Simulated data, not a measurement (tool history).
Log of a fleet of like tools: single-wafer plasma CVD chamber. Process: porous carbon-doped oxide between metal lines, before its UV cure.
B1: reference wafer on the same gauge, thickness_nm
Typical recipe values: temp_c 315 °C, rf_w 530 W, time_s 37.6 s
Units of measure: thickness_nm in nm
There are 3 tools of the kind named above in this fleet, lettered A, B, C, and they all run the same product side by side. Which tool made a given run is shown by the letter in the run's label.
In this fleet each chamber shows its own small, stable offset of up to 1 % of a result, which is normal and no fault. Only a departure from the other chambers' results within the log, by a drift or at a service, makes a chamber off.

Run 1B, hour 11.7: usual settings; B1 195.88. Result: thickness_nm 191.94 nm.
Run 2C, hour 20.4: usual settings; B1 195.91. Result: thickness_nm 194.06 nm.
Run 3A, hour 28.9: usual settings; B1 196.03. Result: thickness_nm 192.78 nm.
Run 4B, hour 42.8: usual settings; B1 195.8. Result: thickness_nm 192.05 nm.
Run 5A, hour 50.6: usual settings but temp_c 327 °C, time_s 34 s; B1 196.09. Result: thickness_nm 164.15 nm.
Run 6C, hour 60.9: usual settings but temp_c 327 °C, time_s 34 s; B1 196.2. Result: thickness_nm 165.13 nm.
Run 7C, hour 73.7: usual settings but temp_c 327 °C, time_s 34 s; B1 196.04. Result: thickness_nm 165.4 nm.
Run 8B, hour 87.2: usual settings but rf_w 565 W, time_s 32.3 s; B1 196.03. Result: thickness_nm 173.69 nm.
Run 9A, hour 94.6: usual settings but rf_w 565 W, time_s 32.3 s; B1 196.02. Result: thickness_nm 174.74 nm.
Run 10C, hour 107.2: usual settings but rf_w 565 W, time_s 32.3 s; B1 196.1. Result: thickness_nm 174.93 nm.
Run 11A, hour 114.4: usual settings; B1 196.19. Result: thickness_nm 194.2 nm.
At hour 117.3: chamber B: thermocouple changed; heater temperature recalibrated.
Run 12B, hour 123.2: usual settings; B1 196.16. Result: thickness_nm 189.34 nm.
At hour 130.6: chamber C: RF generator calibrated.
Run 13C, hour 136.6: usual settings; B1 196.25. Result: thickness_nm 193.05 nm.
Run 14A, hour 144.8: usual settings but temp_c 306 °C; B1 195.99. Result: thickness_nm 202.19 nm.
Run 15B, hour 159.7: usual settings but temp_c 306 °C; B1 196.18. Result: thickness_nm 196.63 nm.
Run 16B, hour 175.3: usual settings but temp_c 306 °C; B1 195.94. Result: thickness_nm 193.29 nm.
Run 17C, hour 185.8: usual settings; B1 195.76. Result: thickness_nm 193.67 nm.
Run 18A, hour 200.3: usual settings; B1 195.81. Result: thickness_nm 191.79 nm.
Run 19C, hour 207.5: usual settings; B1 195.95. Result: thickness_nm 193.86 nm.
Run 20B, hour 216: usual settings; B1 196.07. Result: thickness_nm 182.74 nm.

Has any chamber moved away from the others, gradually or after a service, or does the common gauge drift, or do the chambers differ only by their own small steady offsets? State the chamber and the most likely cause if one applies.

It is chamber B that slowly wanders off from its peers.
Most likely cause: delivered RF power below the setpoint (%) = 7.05.

Chamber B could run next with any of the 4 candidate recipes listed below; each alters the usual settings, and their results appear as question marks. Which one brings its results back in line with what the other chambers deliver on the usual settings?
A result is in line if it is within this distance of the other chambers' mean on the usual settings: thickness_nm 2.9 nm
Run 21B-1, hour 227.4: usual settings but rf_w 525 W, time_s 37 s. Result: thickness_nm ?.
Run 21B-2, hour 227.4: usual settings but temp_c 316 °C, rf_w 515 W, time_s 36.2 s. Result: thickness_nm ?.
Run 21B-3, hour 227.4: usual settings but temp_c 314 °C, rf_w 545 W. Result: thickness_nm ?.
Run 21B-4, hour 227.4: usual settings but temp_c 314 °C, rf_w 545 W, time_s 39 s. Result: thickness_nm ?.

What the other chambers average on the usual settings: thickness_nm 193.83 nm
  run  thickness_nm
21B-1        178.84
21B-2        171.92
21B-3        187.26
21B-4        194.05
21B-4 puts the chamber back in line with the other chambers.
